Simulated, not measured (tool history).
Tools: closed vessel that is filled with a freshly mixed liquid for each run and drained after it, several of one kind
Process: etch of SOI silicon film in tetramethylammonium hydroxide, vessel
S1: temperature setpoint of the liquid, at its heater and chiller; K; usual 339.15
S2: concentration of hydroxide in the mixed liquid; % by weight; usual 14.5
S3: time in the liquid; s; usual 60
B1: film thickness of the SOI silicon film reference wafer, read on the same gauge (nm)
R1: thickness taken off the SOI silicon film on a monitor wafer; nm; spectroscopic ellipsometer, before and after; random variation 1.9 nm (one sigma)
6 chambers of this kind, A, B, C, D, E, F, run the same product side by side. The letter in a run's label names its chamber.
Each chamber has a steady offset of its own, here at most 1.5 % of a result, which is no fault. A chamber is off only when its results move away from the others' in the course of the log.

run 1A hour=10.5 | S1=339.15 S2=14.5 S3=60 | B1=69.976 | R1=293.14
run 2E hour=20.4 | S1=339.15 S2=14.5 S3=60 | B1=70.015 | R1=288.53
run 3C hour=30 | S1=339.15 S2=14.5 S3=60 | B1=69.978 | R1=289.77
run 4B hour=42.6 | S1=339.15 S2=14.5 S3=60 | B1=69.963 | R1=292.97
run 5D hour=58.5 | S1=339.15 S2=14.5 S3=60 | B1=70.016 | R1=298.86
-- hour=61.1 chamber C: hydroxide flow meter replaced
run 6F hour=66.7 | S1=339.15 S2=14.5 S3=60 | B1=69.996 | R1=291.13
run 7E hour=78 | S1=339.15 S2=14.5 S3=60 | B1=69.985 | R1=290.59
run 8B hour=88.8 | S1=339.15 S2=14.5 S3=60 | B1=69.968 | R1=294.46
run 9A hour=103.2 | S1=336.65 S2=14.5 S3=50 | B1=69.996 | R1=208.41
-- hour=112 chamber C: thermometer replaced
run 10C hour=117.7 | S1=336.65 S2=14.5 S3=50 | B1=69.984 | R1=206.63
run 11F hour=126.2 | S1=336.65 S2=14.5 S3=50 | B1=70.003 | R1=207.17
run 12D hour=134.4 | S1=336.65 S2=14.5 S3=50 | B1=69.962 | R1=210.78
run 13D hour=142.5 | S1=336.65 S2=14.5 S3=50 | B1=70.01 | R1=212.88
run 14B hour=154.4 | S1=336.65 S2=14.5 S3=50 | B1=70.002 | R1=209.65
run 15C hour=166.9 | S1=339.15 S2=14.5 S3=60 | B1=69.949 | R1=289.95
run 16F hour=174.4 | S1=339.15 S2=14.5 S3=60 | B1=69.992 | R1=289.72
run 17A hour=184.8 | S1=339.15 S2=14.5 S3=60 | B1=69.992 | R1=295.52
run 18E hour=200.5 | S1=339.15 S2=14.5 S3=60 | B1=70.003 | R1=292.76
run 19C hour=209.9 | S1=339.15 S2=14.5 S3=60 | B1=69.977 | R1=286.67
run 20D hour=221.1 | S1=339.15 S2=14.5 S3=60 | B1=69.971 | R1=292.26
run 21F hour=233 | S1=339.15 S2=14.5 S3=60 | B1=69.995 | R1=292.18
run 22A hour=247.4 | S1=339.15 S2=14.5 S3=70 | B1=69.984 | R1=343.56
run 23E hour=257.4 | S1=339.15 S2=14.5 S3=70 | B1=69.97 | R1=343.07
run 24B hour=269.5 | S1=339.15 S2=14.5 S3=70 | B1=69.991 | R1=345.96
-- hour=284.2 chamber F: hydroxide flow meter replaced
run 25E hour=284.9 | S1=339.15 S2=14.5 S3=70 | B1=69.997 | R1=339.9
run 26D hour=294 | S1=339.15 S2=14.5 S3=70 | B1=69.987 | R1=344.85
-- hour=300 chamber A: hydroxide flow meter replaced
run 27A hour=306.8 | S1=339.15 S2=14.5 S3=70 | B1=69.963 | R1=341.85
run 28B hour=320.4 | S1=339.15 S2=14.5 S3=60 | B1=70.007 | R1=300.69
run 29C hour=334.7 | S1=339.15 S2=14.5 S3=60 | B1=70.007 | R1=289.45
run 30F hour=345.7 | S1=339.15 S2=14.5 S3=60 | B1=70.012 | R1=291.32
run 31D hour=353.5 | S1=339.15 S2=16 S3=75 | B1=69.998 | R1=353.2
run 32F hour=361.9 | S1=339.15 S2=16 S3=75 | B1=70.021 | R1=350.76
run 33C hour=371.3 | S1=339.15 S2=16 S3=75 | B1=70.015 | R1=343.1
run 34A hour=381.7 | S1=339.15 S2=16 S3=75 | B1=69.977 | R1=351.44
run 35B hour=394.9 | S1=339.15 S2=16 S3=75 | B1=70.011 | R1=368.78
run 36E hour=403.2 | S1=339.15 S2=16 S3=75 | B1=70.004 | R1=350.1
run 37B hour=416.1 | S1=339.15 S2=14.5 S3=60 | B1=69.974 | R1=307.24
run 38C hour=427.7 | S1=339.15 S2=14.5 S3=60 | B1=69.995 | R1=290.11
run 39D hour=443.9 | S1=339.15 S2=14.5 S3=60 | B1=70.014 | R1=292.72
run 40F hour=452 | S1=339.15 S2=14.5 S3=60 | B1=69.981 | R1=291.27

What goes on in this fleet: one chamber off, a drifting gauge, or nothing beyond the chambers' own small offsets? Name the chamber and the cause, if any.

Chamber B drifts away from the others.
Cause: liquid hotter than its thermometer reads (K) = 0.89.
The log may not tell that from: hydroxide flow below the setpoint (%).

Here are 4 candidates for chamber B's next run, each the usual settings with a change, their results left as question marks. Which one brings its results back in line with what the others give on the usual settings?
In line means no further than this from the other chambers' mean on the usual settings: R1 6.6 nm
run 41B-1 hour=463.9 | S1=339.65 S2=14.5 S3=65 | R1=?
run 41B-2 hour=463.9 | S1=338.65 S2=14.5 S3=55 | R1=?
run 41B-3 hour=463.9 | S1=340.15 S2=14.5 S3=60 | R1=?
run 41B-4 hour=463.9 | S1=338.15 S2=14.5 S3=60 | R1=?

The other chambers' mean on the usual settings: R1 292.28 nm
run=41B-1 R1=344.85
run=41B-2 R1=275.19
run=41B-3 R1=327.94
run=41B-4 R1=291.5
41B-4 brings the chamber back in line.

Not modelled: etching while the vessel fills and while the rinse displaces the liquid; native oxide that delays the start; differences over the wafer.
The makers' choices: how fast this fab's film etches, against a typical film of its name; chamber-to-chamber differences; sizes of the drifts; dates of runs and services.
